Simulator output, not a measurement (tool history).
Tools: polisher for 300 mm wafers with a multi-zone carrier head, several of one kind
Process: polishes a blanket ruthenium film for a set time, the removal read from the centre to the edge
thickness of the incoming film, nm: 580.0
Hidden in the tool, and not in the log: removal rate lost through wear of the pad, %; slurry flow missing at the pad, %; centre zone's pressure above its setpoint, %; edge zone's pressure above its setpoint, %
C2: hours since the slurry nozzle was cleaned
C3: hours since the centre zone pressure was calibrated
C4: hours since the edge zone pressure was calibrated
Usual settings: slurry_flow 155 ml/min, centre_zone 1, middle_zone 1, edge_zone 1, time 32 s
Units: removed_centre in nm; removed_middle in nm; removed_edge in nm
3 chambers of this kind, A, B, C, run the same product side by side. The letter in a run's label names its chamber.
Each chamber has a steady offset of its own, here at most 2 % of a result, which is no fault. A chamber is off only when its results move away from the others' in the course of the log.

Run 1B, day 0.233: usual settings; wafers polished on this pad 790; C2 292.7; C3 218.2; C4 299.8. Result: removed_centre 46.61 nm, removed_middle 45.61 nm, removed_edge 46.577 nm.
Run 2C, day 0.592: usual settings; wafers polished on this pad 280; C2 79.4; C3 184; C4 118.2. Result: removed_centre 46.608 nm, removed_middle 45.877 nm, removed_edge 46.449 nm.
At day 0.812: chamber A: slurry nozzle cleaned.
Run 3A, day 0.921: usual settings; wafers polished on this pad 783; C2 2.7; C3 257.9; C4 191.7. Result: removed_centre 46.699 nm, removed_middle 46.604 nm, removed_edge 46.064 nm.
Run 4A, day 1.221: usual settings; wafers polished on this pad 856; C2 9.9; C3 265.1; C4 198.9. Result: removed_centre 45.987 nm, removed_middle 46.929 nm, removed_edge 45.147 nm.
Run 5B, day 1.467: usual settings; wafers polished on this pad 1088; C2 322.3; C3 247.8; C4 329.4. Result: removed_centre 47.246 nm, removed_middle 46.094 nm, removed_edge 46.129 nm.
Run 6C, day 1.746: usual settings; wafers polished on this pad 559; C2 107.1; C3 211.7; C4 145.9. Result: removed_centre 45.903 nm, removed_middle 45.731 nm, removed_edge 45.694 nm.
At day 1.833: chamber A: worn pad replaced by a new one.
Run 7A, day 2.012: usual settings but centre_zone 1.11, middle_zone 1.05; wafers polished on this pad 44; C2 28.9; C3 284.1; C4 217.9. Result: removed_centre 52.997 nm, removed_middle 48.478 nm, removed_edge 45.01 nm.
Run 8B, day 2.233: usual settings but centre_zone 1.11, middle_zone 1.05; wafers polished on this pad 1273; C2 340.7; C3 266.2; C4 347.8. Result: removed_centre 52.958 nm, removed_middle 48.036 nm, removed_edge 46.62 nm.
Run 9C, day 2.454: usual settings but centre_zone 1.11, middle_zone 1.05; wafers polished on this pad 730; C2 124.1; C3 228.7; C4 162.9. Result: removed_centre 51.457 nm, removed_middle 47.304 nm, removed_edge 46.455 nm.
Run 10A, day 2.704: usual settings; wafers polished on this pad 211; C2 45.5; C3 300.7; C4 234.5. Result: removed_centre 45.817 nm, removed_middle 45.38 nm, removed_edge 45.919 nm.
Run 11B, day 3.008: usual settings; wafers polished on this pad 1460; C2 359.3; C3 284.8; C4 366.4. Result: removed_centre 47.04 nm, removed_middle 46.551 nm, removed_edge 46.888 nm.
Run 12C, day 3.242: usual settings but edge_zone 1.09; wafers polished on this pad 921; C2 143; C3 247.6; C4 181.8. Result: removed_centre 45.383 nm, removed_middle 45.712 nm, removed_edge 48.212 nm.
Run 13B, day 3.629: usual settings but edge_zone 1.09; wafers polished on this pad 1610; C2 374.2; C3 299.7; C4 381.3. Result: removed_centre 47.137 nm, removed_middle 46.279 nm, removed_edge 48.078 nm.
Run 14A, day 3.854: usual settings but edge_zone 1.09; wafers polished on this pad 488; C2 73.1; C3 328.3; C4 262.1. Result: removed_centre 45.974 nm, removed_middle 45.984 nm, removed_edge 47.725 nm.
Run 15C, day 4.096: usual settings; wafers polished on this pad 1127; C2 163.5; C3 268.1; C4 202.3. Result: removed_centre 45.426 nm, removed_middle 45.319 nm, removed_edge 46.087 nm.
At day 4.438: chamber C: worn pad replaced by a new one.
Run 16B, day 4.442: usual settings; wafers polished on this pad 1806; C2 393.7; C3 319.2; C4 400.8. Result: removed_centre 46.144 nm, removed_middle 45.284 nm, removed_edge 45.102 nm.
Run 17A, day 4.65: usual settings; wafers polished on this pad 681; C2 92.2; C3 347.4; C4 281.2. Result: removed_centre 45.729 nm, removed_middle 46.808 nm, removed_edge 45.012 nm.
Run 18C, day 4.979: usual settings; wafers polished on this pad 131; C2 184.7; C3 289.3; C4 223.5. Result: removed_centre 46.349 nm, removed_middle 45.812 nm, removed_edge 45.481 nm.
Run 19B, day 5.258: usual settings; wafers polished on this pad 2003; C2 413.3; C3 338.8; C4 420.4. Result: removed_centre 45.196 nm, removed_middle 43.973 nm, removed_edge 44.902 nm.
Run 20C, day 5.638: usual settings; wafers polished on this pad 290; C2 200.5; C3 305.1; C4 239.3. Result: removed_centre 45.514 nm, removed_middle 45.404 nm, removed_edge 46.303 nm.
At day 5.762: chamber A: worn pad replaced by a new one.
Run 21A, day 5.838: usual settings but centre_zone 0.96, middle_zone 0.96; wafers polished on this pad 18; C2 120.7; C3 375.9; C4 309.7. Result: removed_centre 44.474 nm, removed_middle 44.067 nm, removed_edge 45.448 nm.
Run 22C, day 6.217: usual settings but centre_zone 0.96, middle_zone 0.96; wafers polished on this pad 430; C2 214.4; C3 319; C4 253.2. Result: removed_centre 43.238 nm, removed_middle 44.594 nm, removed_edge 46.53 nm.
Run 23B, day 6.525: usual settings but centre_zone 0.96, middle_zone 0.96; wafers polished on this pad 2309; C2 443.7; C3 369.2; C4 450.8. Result: removed_centre 42.309 nm, removed_middle 42.003 nm, removed_edge 43.913 nm.
Run 24A, day 6.858: usual settings; wafers polished on this pad 265; C2 145.2; C3 400.4; C4 334.2. Result: removed_centre 45.15 nm, removed_middle 45.871 nm, removed_edge 45.666 nm.
Run 25A, day 7.1: usual settings but edge_zone 1.09; wafers polished on this pad 323; C2 151; C3 406.2; C4 340. Result: removed_centre 45.829 nm, removed_middle 46.834 nm, removed_edge 47.498 nm.
Run 26C, day 7.333: usual settings but edge_zone 1.09; wafers polished on this pad 699; C2 241.2; C3 345.8; C4 280. Result: removed_centre 45.695 nm, removed_middle 45.845 nm, removed_edge 48.32 nm.
Run 27B, day 7.654: usual settings but edge_zone 1.09; wafers polished on this pad 2582; C2 470.8; C3 396.3; C4 477.9. Result: removed_centre 43.859 nm, removed_middle 43.281 nm, removed_edge 44.772 nm.
Run 28A, day 7.892: usual settings; wafers polished on this pad 514; C2 170; C3 425.2; C4 359. Result: removed_centre 45.293 nm, removed_middle 45.774 nm, removed_edge 45.466 nm.
Run 29B, day 8.196: usual settings; wafers polished on this pad 2713; C2 483.8; C3 409.3; C4 490.9. Result: removed_centre 43.405 nm, removed_middle 42.377 nm, removed_edge 42.586 nm.
Run 30C, day 8.567: usual settings; wafers polished on this pad 997; C2 270.8; C3 375.4; C4 309.6. Result: removed_centre 45.563 nm, removed_middle 45.631 nm, removed_edge 45.657 nm.
Run 31A, day 8.75: usual settings; wafers polished on this pad 722; C2 190.6; C3 445.8; C4 379.6. Result: removed_centre 45.68 nm, removed_middle 46.095 nm, removed_edge 45.755 nm.
At day 8.838: chamber B: slurry nozzle cleaned.
Run 32B, day 9.029: usual settings; wafers polished on this pad 2914; C2 4.7; C3 429.3; C4 510.9. Result: removed_centre 43.322 nm, removed_middle 41.543 nm, removed_edge 42.07 nm.
At day 9.033: chamber A: worn pad replaced by a new one.
Run 33C, day 9.225: usual settings but centre_zone 1.05, edge_zone 1.04; wafers polished on this pad 1156; C2 286.6; C3 391.2; C4 325.4. Result: removed_centre 48.385 nm, removed_middle 45.174 nm, removed_edge 46.393 nm.
Run 34A, day 9.454: usual settings but centre_zone 1.05, edge_zone 1.04; wafers polished on this pad 101; C2 207.5; C3 462.7; C4 396.5. Result: removed_centre 49.165 nm, removed_middle 46.453 nm, removed_edge 46.334 nm.

Is one chamber off against the others, does the gauge drift, or is nothing wrong? If a chamber is off, say which, and what the likeliest cause is.

Chamber B drifts away from the others.
Cause: removal rate lost through wear of the pad, % = 10.5.

Here are 4 candidates for chamber B's next run, each the usual settings with a change, their results left as question marks. Which one brings its results back in line with what the others give on the usual settings?
In line means no further than this from the other chambers' mean on the usual settings: removed_centre 2.2 nm; removed_middle 1.5 nm; removed_edge 1.2 nm
Run 35B-1, day 9.746: usual settings but time 31 s. Result: removed_centre ?, removed_middle ?, removed_edge ?.
Run 35B-2, day 9.746: usual settings but time 33 s. Result: removed_centre ?, removed_middle ?, removed_edge ?.
Run 35B-3, day 9.746: usual settings but centre_zone 0.99, middle_zone 1.01, time 35 s. Result: removed_centre ?, removed_middle ?, removed_edge ?.
Run 35B-4, day 9.746: usual settings but centre_zone 1.01, middle_zone 0.99, time 29 s. Result: removed_centre ?, removed_middle ?, removed_edge ?.

The other chambers' mean on the usual settings: removed_centre 45.864 nm; removed_middle 45.756 nm; removed_edge 45.68 nm
  run  removed_centre  removed_middle  removed_edge
35B-1          40.711          40.052        40.195
35B-2          43.338          42.636        42.788
35B-3          45.466          45.637        45.374
35B-4          38.497          37.123        37.607
35B-3 brings the chamber back in line.
